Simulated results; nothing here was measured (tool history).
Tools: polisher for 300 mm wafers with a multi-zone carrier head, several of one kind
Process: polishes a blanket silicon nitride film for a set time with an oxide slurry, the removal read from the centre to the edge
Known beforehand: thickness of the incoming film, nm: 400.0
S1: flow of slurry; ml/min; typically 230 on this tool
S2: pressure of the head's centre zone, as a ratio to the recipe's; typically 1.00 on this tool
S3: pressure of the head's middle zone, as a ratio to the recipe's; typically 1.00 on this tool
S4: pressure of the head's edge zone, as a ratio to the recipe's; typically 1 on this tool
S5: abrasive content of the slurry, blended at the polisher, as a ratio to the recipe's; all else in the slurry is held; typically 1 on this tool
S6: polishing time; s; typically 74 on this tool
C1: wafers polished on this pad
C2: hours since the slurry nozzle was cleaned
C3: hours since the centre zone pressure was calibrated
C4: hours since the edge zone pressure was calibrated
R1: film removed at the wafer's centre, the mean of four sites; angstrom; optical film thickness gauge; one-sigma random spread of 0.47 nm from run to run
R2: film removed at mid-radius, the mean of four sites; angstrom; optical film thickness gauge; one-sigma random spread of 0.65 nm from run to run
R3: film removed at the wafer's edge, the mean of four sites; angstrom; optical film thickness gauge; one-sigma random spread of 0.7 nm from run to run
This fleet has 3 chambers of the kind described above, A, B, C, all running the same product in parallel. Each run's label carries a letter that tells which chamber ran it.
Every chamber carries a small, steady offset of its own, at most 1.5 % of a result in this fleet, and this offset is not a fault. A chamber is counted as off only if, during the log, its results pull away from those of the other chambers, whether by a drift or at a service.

run 1B day=0.200 | S1=230 S2=1.00 S3=1.00 S4=1 S5=1 S6=74 | C1=767 C2=152.3 C3=123.6 C4=247.8 | R1=553.31 R2=545.56 R3=539.93
run 2C day=0.529 | S1=230 S2=1.00 S3=1.00 S4=1 S5=1 S6=74 | C1=420 C2=419.0 C3=336.7 C4=629.3 | R1=544.64 R2=551.14 R3=546.49
-- day=0.567 chamber C: centre zone pressure recalibrated
run 3A day=0.692 | S1=230 S2=1.00 S3=1.00 S4=1 S5=1 S6=74 | C1=368 C2=61.1 C3=669.8 C4=1036.5 | R1=556.14 R2=545.33 R3=544.32
run 4B day=0.854 | S1=230 S2=1.00 S3=1.00 S4=1 S5=1 S6=74 | C1=920 C2=168.0 C3=139.3 C4=263.5 | R1=552.23 R2=548.45 R3=544.83
run 5A day=1.104 | S1=230 S2=0.89 S3=1.00 S4=1 S5=1 S6=63 | C1=464 C2=71.0 C3=679.7 C4=1046.4 | R1=413.14 R2=464.32 R3=449.77
-- day=1.150 chamber B: worn pad replaced by a new one
run 6C day=1.442 | S1=230 S2=0.89 S3=1.00 S4=1 S5=1 S6=63 | C1=632 C2=440.9 C3=21.1 C4=651.2 | R1=409.04 R2=475.33 R3=461.20
run 7A day=1.754 | S1=230 S2=0.89 S3=1.00 S4=1 S5=1 S6=63 | C1=615 C2=86.6 C3=695.3 C4=1062.0 | R1=414.20 R2=468.52 R3=468.11
-- day=1.900 chamber C: slurry nozzle cleaned
run 8B day=1.938 | S1=230 S2=1.00 S3=1.00 S4=1 S5=1 S6=74 | C1=184 C2=194.0 C3=165.3 C4=289.5 | R1=547.01 R2=537.41 R3=550.33
run 9C day=2.262 | S1=230 S2=1.00 S3=1.00 S4=1 S5=1 S6=74 | C1=823 C2=8.7 C3=40.8 C4=670.9 | R1=542.16 R2=533.41 R3=545.26
-- day=2.471 chamber C: worn pad replaced by a new one
run 10B day=2.567 | S1=230 S2=1.00 S3=1.00 S4=1 S5=1 S6=74 | C1=330 C2=209.1 C3=180.4 C4=304.6 | R1=554.35 R2=548.03 R3=547.79
run 11A day=2.858 | S1=230 S2=1.00 S3=1.00 S4=1 S5=1 S6=74 | C1=873 C2=113.1 C3=721.8 C4=1088.5 | R1=545.39 R2=548.54 R3=545.37
run 12C day=3.071 | S1=230 S2=1.00 S3=1.00 S4=1 S5=1 S6=74 | C1=140 C2=28.1 C3=60.2 C4=690.3 | R1=551.09 R2=555.92 R3=546.25
run 13A day=3.358 | S1=230 S2=1.00 S3=1.00 S4=1 S5=1 S6=74 | C1=989 C2=125.1 C3=733.8 C4=1100.5 | R1=551.28 R2=537.72 R3=547.09
run 14B day=3.558 | S1=230 S2=1.00 S3=1.00 S4=1 S5=1 S6=74 | C1=561 C2=232.9 C3=204.2 C4=328.4 | R1=557.22 R2=554.50 R3=550.03
-- day=3.571 chamber A: centre zone pressure recalibrated
run 15C day=3.867 | S1=230 S2=1.00 S3=1.00 S4=1 S5=1 S6=74 | C1=325 C2=47.2 C3=79.3 C4=709.4 | R1=543.50 R2=552.63 R3=537.86
run 16C day=4.212 | S1=230 S2=1.00 S3=1.00 S4=1 S5=1 S6=74 | C1=406 C2=55.5 C3=87.6 C4=717.7 | R1=553.24 R2=550.86 R3=544.74
-- day=4.496 chamber B: worn pad replaced by a new one
run 17A day=4.533 | S1=260 S2=1.00 S3=1.00 S4=1 S5=1 S6=74 | C1=1263 C2=153.3 C3=23.1 C4=1128.7 | R1=625.45 R2=561.97 R3=549.94
run 18B day=4.696 | S1=260 S2=1.00 S3=1.00 S4=1 S5=1 S6=74 | C1=47 C2=260.2 C3=231.5 C4=355.7 | R1=563.63 R2=564.69 R3=566.15
run 19B day=4.908 | S1=260 S2=1.00 S3=1.00 S4=1 S5=1 S6=74 | C1=96 C2=265.3 C3=236.6 C4=360.8 | R1=554.05 R2=559.18 R3=547.65
-- day=5.071 chamber A: worn pad replaced by a new one
-- day=5.200 chamber C: edge zone pressure recalibrated
run 20A day=5.258 | S1=230 S2=1.00 S3=1.00 S4=1 S5=1 S6=74 | C1=43 C2=170.7 C3=40.5 C4=1146.1 | R1=610.43 R2=559.82 R3=563.78
run 21C day=5.575 | S1=230 S2=1.00 S3=1.00 S4=1 S5=1 S6=74 | C1=723 C2=88.2 C3=120.3 C4=9.0 | R1=545.38 R2=546.24 R3=548.58
-- day=5.696 chamber C: worn pad replaced by a new one
run 22A day=5.817 | S1=230 S2=1.00 S3=1.00 S4=1 S5=1 S6=74 | C1=173 C2=184.1 C3=53.9 C4=1159.5 | R1=606.17 R2=548.45 R3=537.94
run 23B day=6.004 | S1=230 S2=1.00 S3=1.00 S4=1 S5=1 S6=74 | C1=352 C2=291.6 C3=262.9 C4=387.1 | R1=544.83 R2=542.07 R3=537.85
run 24C day=6.304 | S1=230 S2=1.00 S3=1.00 S4=1 S5=1 S6=74 | C1=141 C2=105.7 C3=137.8 C4=26.5 | R1=543.87 R2=557.62 R3=545.12
run 25B day=6.475 | S1=230 S2=1.00 S3=1.00 S4=1 S5=1 S6=74 | C1=461 C2=302.9 C3=274.2 C4=398.4 | R1=545.30 R2=541.49 R3=535.07
run 26C day=6.679 | S1=230 S2=1.00 S3=1.00 S4=1 S5=1 S6=74 | C1=228 C2=114.7 C3=146.8 C4=35.5 | R1=539.00 R2=544.52 R3=540.20
-- day=6.854 chamber A: slurry nozzle cleaned
run 27A day=6.979 | S1=275 S2=1.00 S3=0.91 S4=1 S5=1 S6=74 | C1=444 C2=3.0 C3=81.8 C4=1187.4 | R1=620.52 R2=506.35 R3=555.16
run 28A day=7.267 | S1=275 S2=1.00 S3=0.91 S4=1 S5=1 S6=74 | C1=511 C2=9.9 C3=88.7 C4=1194.3 | R1=630.94 R2=511.08 R3=558.77
-- day=7.275 chamber B: slurry nozzle cleaned
run 29C day=7.625 | S1=275 S2=1.00 S3=0.91 S4=1 S5=1 S6=74 | C1=449 C2=137.4 C3=169.5 C4=58.2 | R1=554.44 R2=523.62 R3=552.56
run 30B day=7.842 | S1=230 S2=1.00 S3=1.00 S4=1 S5=1 S6=74 | C1=779 C2=13.7 C3=307.0 C4=431.2 | R1=546.75 R2=546.83 R3=541.30
run 31A day=8.038 | S1=230 S2=1.00 S3=1.00 S4=1 S5=1 S6=74 | C1=690 C2=28.4 C3=107.2 C4=1212.8 | R1=613.70 R2=556.72 R3=542.58
run 32C day=8.246 | S1=230 S2=1.00 S3=1.00 S4=1 S5=1 S6=74 | C1=593 C2=152.3 C3=184.4 C4=73.1 | R1=539.42 R2=552.73 R3=539.64

One chamber off, gauge drift, or nothing amiss beyond the chambers' own small offsets? If it is a chamber, which one, and what is the likeliest cause?

Chamber A has stood off from the others ever since a service on it.
Most likely cause: centre zone's pressure above its setpoint, % = 8.81.

Here are 4 candidates for chamber A's next run, each the usual settings with a change, their results left as question marks. Which one brings its results back in line with what the others give on the usual settings?
In line means no further than this from the other chambers' mean on the usual settings: R1 17.00 angstrom; R2 23.00 angstrom; R3 24.00 angstrom
run 33A-1 day=8.504 | S1=235 S2=1.08 S3=0.98 S4=0.97 S5=1 S6=75 | R1=? R2=? R3=?
run 33A-2 day=8.504 | S1=240 S2=1.15 S3=0.96 S4=0.95 S5=1 S6=76 | R1=? R2=? R3=?
run 33A-3 day=8.504 | S1=220 S2=0.87 S3=1.03 S4=1.04 S5=1 S6=73 | R1=? R2=? R3=?
run 33A-4 day=8.504 | S1=225 S2=0.92 S3=1.02 S4=1.03 S5=1 S6=73 | R1=? R2=? R3=?

Other chambers, usual settings, mean: R1 546.85 angstrom; R2 548.90 angstrom; R3 545.42 angstrom
run=33A-1 R1=673.14 R2=544.86 R3=554.03
run=33A-2 R1=732.51 R2=542.83 R3=556.65
run=33A-3 R1=511.07 R2=551.46 R3=555.51
run=33A-4 R1=545.73 R2=547.92 R3=553.95
It is 33A-4 that realigns the chamber with its peers.

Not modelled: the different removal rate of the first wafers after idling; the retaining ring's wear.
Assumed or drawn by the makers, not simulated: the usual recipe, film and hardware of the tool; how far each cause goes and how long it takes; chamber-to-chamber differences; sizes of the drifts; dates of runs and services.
